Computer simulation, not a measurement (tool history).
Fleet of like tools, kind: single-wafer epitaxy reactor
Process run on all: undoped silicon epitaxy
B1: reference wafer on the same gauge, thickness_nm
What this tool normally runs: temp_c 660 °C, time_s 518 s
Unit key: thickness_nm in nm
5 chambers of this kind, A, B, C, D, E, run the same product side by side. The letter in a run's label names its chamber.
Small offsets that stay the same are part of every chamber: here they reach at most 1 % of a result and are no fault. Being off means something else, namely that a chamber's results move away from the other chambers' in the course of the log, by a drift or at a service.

run 1D hour=5.1 | temp_c=660 time_s=518 | B1=107.03 | thickness_nm=108.74
run 2A hour=9.6 | temp_c=660 time_s=518 | B1=106.99 | thickness_nm=108.55
run 3E hour=13.4 | temp_c=660 time_s=518 | B1=107.09 | thickness_nm=107.46
run 4B hour=16 | temp_c=660 time_s=518 | B1=107.06 | thickness_nm=107.61
run 5C hour=20.5 | temp_c=660 time_s=518 | B1=107.05 | thickness_nm=107.19
run 6E hour=24.8 | temp_c=660 time_s=518 | B1=107.09 | thickness_nm=107.79
run 7D hour=30.4 | temp_c=660 time_s=518 | B1=107.15 | thickness_nm=108.66
run 8A hour=33.5 | temp_c=660 time_s=566 | B1=107.16 | thickness_nm=118.4
run 9B hour=36.2 | temp_c=660 time_s=566 | B1=107.18 | thickness_nm=117.81
run 10C hour=41.9 | temp_c=660 time_s=566 | B1=107.2 | thickness_nm=117.22
run 11D hour=44.8 | temp_c=660 time_s=566 | B1=107.19 | thickness_nm=118.44
run 12B hour=50.2 | temp_c=660 time_s=566 | B1=107.22 | thickness_nm=117.9
run 13C hour=55.5 | temp_c=660 time_s=518 | B1=107.25 | thickness_nm=107.26
run 14E hour=59.2 | temp_c=660 time_s=475 | B1=107.24 | thickness_nm=98.831
run 15A hour=64.1 | temp_c=660 time_s=475 | B1=107.24 | thickness_nm=99.547
run 16C hour=68.5 | temp_c=660 time_s=475 | B1=107.31 | thickness_nm=98.307
run 17D hour=73.2 | temp_c=660 time_s=475 | B1=107.33 | thickness_nm=99.821
run 18B hour=76.5 | temp_c=660 time_s=475 | B1=107.31 | thickness_nm=98.944
run 19A hour=79.3 | temp_c=660 time_s=518 | B1=107.33 | thickness_nm=108.81
run 20E hour=83.6 | temp_c=660 time_s=518 | B1=107.37 | thickness_nm=108.12
run 21A hour=88.1 | temp_c=660 time_s=466 | B1=107.4 | thickness_nm=97.684
run 22B hour=92.3 | temp_c=660 time_s=466 | B1=107.41 | thickness_nm=97.286
run 23D hour=95.1 | temp_c=660 time_s=466 | B1=107.44 | thickness_nm=97.965
run 24C hour=97.8 | temp_c=660 time_s=466 | B1=107.42 | thickness_nm=96.972
-- hour=100.9 chamber E: pyrometer calibrated
run 25E hour=103.2 | temp_c=660 time_s=466 | B1=107.44 | thickness_nm=97.032
run 26E hour=108.8 | temp_c=647 time_s=452 | B1=107.46 | thickness_nm=71.434
run 27D hour=112.4 | temp_c=647 time_s=452 | B1=107.49 | thickness_nm=72.145
run 28A hour=117.3 | temp_c=647 time_s=452 | B1=107.52 | thickness_nm=71.669
run 29C hour=122.9 | temp_c=647 time_s=452 | B1=107.54 | thickness_nm=70.594
run 30B hour=126.3 | temp_c=647 time_s=452 | B1=107.55 | thickness_nm=70.947
run 31C hour=131.4 | temp_c=660 time_s=518 | B1=107.57 | thickness_nm=107.58
run 32A hour=136.1 | temp_c=660 time_s=619 | B1=107.59 | thickness_nm=130.04
run 33B hour=139.5 | temp_c=660 time_s=619 | B1=107.66 | thickness_nm=129.47
run 34D hour=142.1 | temp_c=660 time_s=619 | B1=107.61 | thickness_nm=130.32
run 35E hour=147.5 | temp_c=660 time_s=619 | B1=107.63 | thickness_nm=128.85

For the next run the whole fleet of 5 chambers uses the same settings. Give each chamber's results:
run 36A hour=151.7 | temp_c=660 time_s=518 | thickness_nm=?
run 36B hour=151.7 | temp_c=660 time_s=518 | thickness_nm=?
run 36C hour=151.7 | temp_c=660 time_s=518 | thickness_nm=?
run 36D hour=151.7 | temp_c=660 time_s=518 | thickness_nm=?
run 36E hour=151.7 | temp_c=660 time_s=518 | thickness_nm=?

run=36A thickness_nm=109.29
run=36B thickness_nm=108.5
run=36C thickness_nm=107.83
run=36D thickness_nm=109.07
run=36E thickness_nm=108.09
